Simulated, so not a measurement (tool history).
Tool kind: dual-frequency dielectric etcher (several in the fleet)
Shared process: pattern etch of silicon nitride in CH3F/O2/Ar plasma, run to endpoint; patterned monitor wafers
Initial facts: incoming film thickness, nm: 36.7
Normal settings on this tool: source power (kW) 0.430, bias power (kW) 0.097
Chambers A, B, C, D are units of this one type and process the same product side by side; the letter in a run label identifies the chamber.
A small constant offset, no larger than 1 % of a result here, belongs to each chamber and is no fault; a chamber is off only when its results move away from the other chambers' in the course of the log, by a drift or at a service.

run 1A hour=13.0 | source_power_(kW)=0.430 bias_power_(kW)=0.097 | endpoint_time_(s)=46.200
run 2D hour=20.6 | source_power_(kW)=0.430 bias_power_(kW)=0.097 | endpoint_time_(s)=46.169
-- hour=29.7 chamber B: source power generator calibrated
run 3C hour=33.0 | source_power_(kW)=0.430 bias_power_(kW)=0.097 | endpoint_time_(s)=45.915
-- hour=33.7 chamber A: wet clean of the chamber
run 4B hour=47.6 | source_power_(kW)=0.430 bias_power_(kW)=0.097 | endpoint_time_(s)=46.380
run 5C hour=61.7 | source_power_(kW)=0.430 bias_power_(kW)=0.097 | endpoint_time_(s)=45.834
run 6D hour=71.0 | source_power_(kW)=0.430 bias_power_(kW)=0.097 | endpoint_time_(s)=46.917
run 7A hour=79.8 | source_power_(kW)=0.430 bias_power_(kW)=0.097 | endpoint_time_(s)=46.114
run 8B hour=91.6 | source_power_(kW)=0.530 bias_power_(kW)=0.097 | endpoint_time_(s)=43.378
run 9D hour=102.7 | source_power_(kW)=0.530 bias_power_(kW)=0.097 | endpoint_time_(s)=42.545
run 10C hour=113.7 | source_power_(kW)=0.530 bias_power_(kW)=0.097 | endpoint_time_(s)=42.903
run 11A hour=124.6 | source_power_(kW)=0.530 bias_power_(kW)=0.097 | endpoint_time_(s)=43.375
run 12B hour=132.8 | source_power_(kW)=0.430 bias_power_(kW)=0.097 | endpoint_time_(s)=47.185
run 13A hour=141.9 | source_power_(kW)=0.430 bias_power_(kW)=0.097 | endpoint_time_(s)=45.857
run 14D hour=155.7 | source_power_(kW)=0.430 bias_power_(kW)=0.086 | endpoint_time_(s)=48.423
-- hour=168.3 chamber C: wet clean of the chamber
-- hour=168.7 chamber B: wet clean of the chamber
run 15B hour=170.9 | source_power_(kW)=0.430 bias_power_(kW)=0.086 | endpoint_time_(s)=48.786
run 16C hour=178.7 | source_power_(kW)=0.430 bias_power_(kW)=0.086 | endpoint_time_(s)=48.438
run 17B hour=189.3 | source_power_(kW)=0.430 bias_power_(kW)=0.086 | endpoint_time_(s)=48.338
run 18A hour=203.3 | source_power_(kW)=0.430 bias_power_(kW)=0.097 | endpoint_time_(s)=46.282
run 19C hour=217.6 | source_power_(kW)=0.430 bias_power_(kW)=0.097 | endpoint_time_(s)=45.518
run 20D hour=225.0 | source_power_(kW)=0.430 bias_power_(kW)=0.097 | endpoint_time_(s)=46.295
run 21C hour=232.7 | source_power_(kW)=0.430 bias_power_(kW)=0.118 | endpoint_time_(s)=42.647
run 22A hour=240.0 | source_power_(kW)=0.430 bias_power_(kW)=0.118 | endpoint_time_(s)=43.216
run 23D hour=253.5 | source_power_(kW)=0.430 bias_power_(kW)=0.118 | endpoint_time_(s)=43.090
run 24B hour=264.1 | source_power_(kW)=0.430 bias_power_(kW)=0.118 | endpoint_time_(s)=44.146
run 25C hour=277.5 | source_power_(kW)=0.430 bias_power_(kW)=0.097 | endpoint_time_(s)=46.104
run 26B hour=289.8 | source_power_(kW)=0.430 bias_power_(kW)=0.097 | endpoint_time_(s)=46.508
run 27A hour=302.8 | source_power_(kW)=0.430 bias_power_(kW)=0.097 | endpoint_time_(s)=46.332
run 28D hour=311.6 | source_power_(kW)=0.470 bias_power_(kW)=0.097 | endpoint_time_(s)=44.238

For the next run the whole fleet of 4 chambers uses the same settings. Give each chamber's results:
run 29A hour=323.3 | source_power_(kW)=0.430 bias_power_(kW)=0.097 | endpoint_time_(s)=?
run 29B hour=323.3 | source_power_(kW)=0.430 bias_power_(kW)=0.097 | endpoint_time_(s)=?
run 29C hour=323.3 | source_power_(kW)=0.430 bias_power_(kW)=0.097 | endpoint_time_(s)=?
run 29D hour=323.3 | source_power_(kW)=0.430 bias_power_(kW)=0.097 | endpoint_time_(s)=?

run=29A endpoint_time_(s)=46.997
run=29B endpoint_time_(s)=46.326
run=29C endpoint_time_(s)=46.103
run=29D endpoint_time_(s)=46.405

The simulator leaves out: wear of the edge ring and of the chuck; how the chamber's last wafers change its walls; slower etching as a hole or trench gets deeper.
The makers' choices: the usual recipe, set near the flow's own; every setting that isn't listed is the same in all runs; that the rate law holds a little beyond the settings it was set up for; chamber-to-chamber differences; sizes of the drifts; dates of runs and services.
